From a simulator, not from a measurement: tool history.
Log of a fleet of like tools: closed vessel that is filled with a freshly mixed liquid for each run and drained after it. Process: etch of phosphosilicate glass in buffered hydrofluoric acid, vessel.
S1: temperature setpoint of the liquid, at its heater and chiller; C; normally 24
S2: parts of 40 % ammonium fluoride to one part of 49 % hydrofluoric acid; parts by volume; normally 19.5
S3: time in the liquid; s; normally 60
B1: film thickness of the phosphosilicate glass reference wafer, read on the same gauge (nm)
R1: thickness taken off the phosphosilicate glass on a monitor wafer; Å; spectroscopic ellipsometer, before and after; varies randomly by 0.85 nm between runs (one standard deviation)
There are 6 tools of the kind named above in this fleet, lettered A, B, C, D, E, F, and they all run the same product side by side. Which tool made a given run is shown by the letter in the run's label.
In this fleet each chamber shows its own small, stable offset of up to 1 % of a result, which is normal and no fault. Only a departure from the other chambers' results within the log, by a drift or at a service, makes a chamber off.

{"run": "1C", "day": 0.429, "S1": 24, "S2": 19.5, "S3": 60, "B1": 80.003, "R1": 1834.5}
{"run": "2D", "day": 0.75, "S1": 24, "S2": 19.5, "S3": 60, "B1": 79.986, "R1": 1820.7}
{"run": "3E", "day": 1.0, "S1": 24, "S2": 19.5, "S3": 60, "B1": 79.99, "R1": 1819.3}
{"day": 1.033, "done": "chamber F: hydrofluoric acid flow meter replaced"}
{"run": "4F", "day": 1.442, "S1": 24, "S2": 19.5, "S3": 60, "B1": 80.008, "R1": 1830}
{"run": "5A", "day": 1.812, "S1": 24, "S2": 19.5, "S3": 60, "B1": 79.991, "R1": 1841.3}
{"run": "6B", "day": 2.167, "S1": 24, "S2": 19.5, "S3": 85, "B1": 79.983, "R1": 2592.2}
{"run": "7D", "day": 2.592, "S1": 24, "S2": 19.5, "S3": 85, "B1": 80.002, "R1": 2596}
{"run": "8C", "day": 2.946, "S1": 24, "S2": 19.5, "S3": 85, "B1": 79.988, "R1": 2604.8}
{"run": "9A", "day": 3.233, "S1": 24, "S2": 19.5, "S3": 85, "B1": 79.986, "R1": 2583}
{"run": "10F", "day": 3.546, "S1": 24, "S2": 19.5, "S3": 85, "B1": 80.01, "R1": 2571.9}
{"run": "11E", "day": 3.775, "S1": 24, "S2": 19.5, "S3": 85, "B1": 79.998, "R1": 2601.9}
{"run": "12B", "day": 4.092, "S1": 24, "S2": 19.5, "S3": 60, "B1": 79.999, "R1": 1825.1}
{"run": "13B", "day": 4.438, "S1": 24, "S2": 19.5, "S3": 60, "B1": 80.011, "R1": 1835.5}
{"day": 4.442, "done": "chamber C: thermometer replaced"}
{"run": "14D", "day": 4.804, "S1": 24, "S2": 19.5, "S3": 60, "B1": 79.996, "R1": 1830.5}
{"run": "15C", "day": 5.246, "S1": 24, "S2": 19.5, "S3": 60, "B1": 79.989, "R1": 1847.5}
{"run": "16F", "day": 5.629, "S1": 24, "S2": 19.5, "S3": 60, "B1": 80.021, "R1": 1822.8}
{"run": "17E", "day": 6.008, "S1": 24, "S2": 19.5, "S3": 60, "B1": 80.017, "R1": 1834.2}
{"run": "18A", "day": 6.462, "S1": 24, "S2": 19.5, "S3": 60, "B1": 79.964, "R1": 1827.4}
{"run": "19E", "day": 6.746, "S1": 24, "S2": 19.5, "S3": 60, "B1": 79.993, "R1": 1856.5}
{"run": "20F", "day": 7.021, "S1": 24, "S2": 19.5, "S3": 60, "B1": 80.01, "R1": 1824.7}
{"run": "21A", "day": 7.483, "S1": 24, "S2": 19.5, "S3": 60, "B1": 79.979, "R1": 1834.8}
{"run": "22B", "day": 7.704, "S1": 24, "S2": 19.5, "S3": 60, "B1": 79.978, "R1": 1837.6}
{"run": "23C", "day": 7.946, "S1": 24, "S2": 14.5, "S3": 60, "B1": 80.014, "R1": 2485.1}
{"run": "24D", "day": 8.383, "S1": 24, "S2": 14.5, "S3": 60, "B1": 79.999, "R1": 2426.3}
{"run": "25B", "day": 8.796, "S1": 24, "S2": 14.5, "S3": 60, "B1": 80.033, "R1": 2441.1}
{"day": 8.979, "done": "chamber A: hydrofluoric acid flow meter replaced"}
{"run": "26C", "day": 9.254, "S1": 24, "S2": 14.5, "S3": 60, "B1": 80.008, "R1": 2466}
{"day": 9.571, "done": "chamber F: thermometer replaced"}
{"run": "27E", "day": 9.588, "S1": 24, "S2": 14.5, "S3": 60, "B1": 79.996, "R1": 2530.2}
{"run": "28A", "day": 9.992, "S1": 24, "S2": 14.5, "S3": 60, "B1": 80.002, "R1": 2447.8}
{"run": "29F", "day": 10.45, "S1": 24, "S2": 19.5, "S3": 60, "B1": 79.993, "R1": 1823.6}
{"run": "30D", "day": 10.883, "S1": 24, "S2": 19.5, "S3": 60, "B1": 79.981, "R1": 1836.7}
{"run": "31A", "day": 11.308, "S1": 24, "S2": 19.5, "S3": 60, "B1": 80.018, "R1": 1844.5}
{"run": "32C", "day": 11.796, "S1": 24, "S2": 19.5, "S3": 60, "B1": 80.005, "R1": 1835.7}
{"run": "33E", "day": 12.029, "S1": 24, "S2": 19.5, "S3": 60, "B1": 79.98, "R1": 1911.4}
{"run": "34D", "day": 12.288, "S1": 27.5, "S2": 19.5, "S3": 60, "B1": 79.989, "R1": 2198.2}
{"run": "35F", "day": 12.521, "S1": 27.5, "S2": 19.5, "S3": 60, "B1": 79.996, "R1": 2205.6}
{"run": "36B", "day": 13.0, "S1": 27.5, "S2": 19.5, "S3": 60, "B1": 79.997, "R1": 2213.1}
{"run": "37D", "day": 13.446, "S1": 27.5, "S2": 19.5, "S3": 60, "B1": 80.005, "R1": 2218.6}
{"run": "38B", "day": 13.667, "S1": 27.5, "S2": 19.5, "S3": 60, "B1": 80.017, "R1": 2236.2}
{"run": "39C", "day": 14.054, "S1": 27.5, "S2": 19.5, "S3": 60, "B1": 79.982, "R1": 2227.2}
{"run": "40F", "day": 14.275, "S1": 24, "S2": 19.5, "S3": 60, "B1": 79.986, "R1": 1849.6}

Has any chamber moved away from the others, gradually or after a service, or does the common gauge drift, or do the chambers differ only by their own small steady offsets? State the chamber and the most likely cause if one applies.

Little by little, chamber E moves away from the other chambers.
Cause: hydrofluoric acid flow above the setpoint (%) = 6.67.
The log might look much the same if the cause were instead: liquid hotter than its thermometer reads (K).

Chamber E could run next with any of the 4 candidate recipes listed below; each alters the usual settings, and their results appear as question marks. Which one brings its results back in line with what the other chambers deliver on the usual settings?
Counts as in line when no further than this from what the other chambers average on the usual settings: R1 30 Å
{"run": "41E-1", "day": 14.625, "S1": 25, "S2": 19.5, "S3": 60, "R1": "?"}
{"run": "41E-2", "day": 14.625, "S1": 24, "S2": 19, "S3": 60, "R1": "?"}
{"run": "41E-3", "day": 14.625, "S1": 24, "S2": 20, "S3": 60, "R1": "?"}
{"run": "41E-4", "day": 14.625, "S1": 23, "S2": 19.5, "S3": 60, "R1": "?"}

On the usual settings, the other chambers give on average: R1 1832.1 Å
run=41E-1 R1=2058.6
run=41E-2 R1=2000.4
run=41E-3 R1=1902.9
run=41E-4 R1=1847.3
Change 41E-4 lands the chamber within the allowed miss of the other chambers.

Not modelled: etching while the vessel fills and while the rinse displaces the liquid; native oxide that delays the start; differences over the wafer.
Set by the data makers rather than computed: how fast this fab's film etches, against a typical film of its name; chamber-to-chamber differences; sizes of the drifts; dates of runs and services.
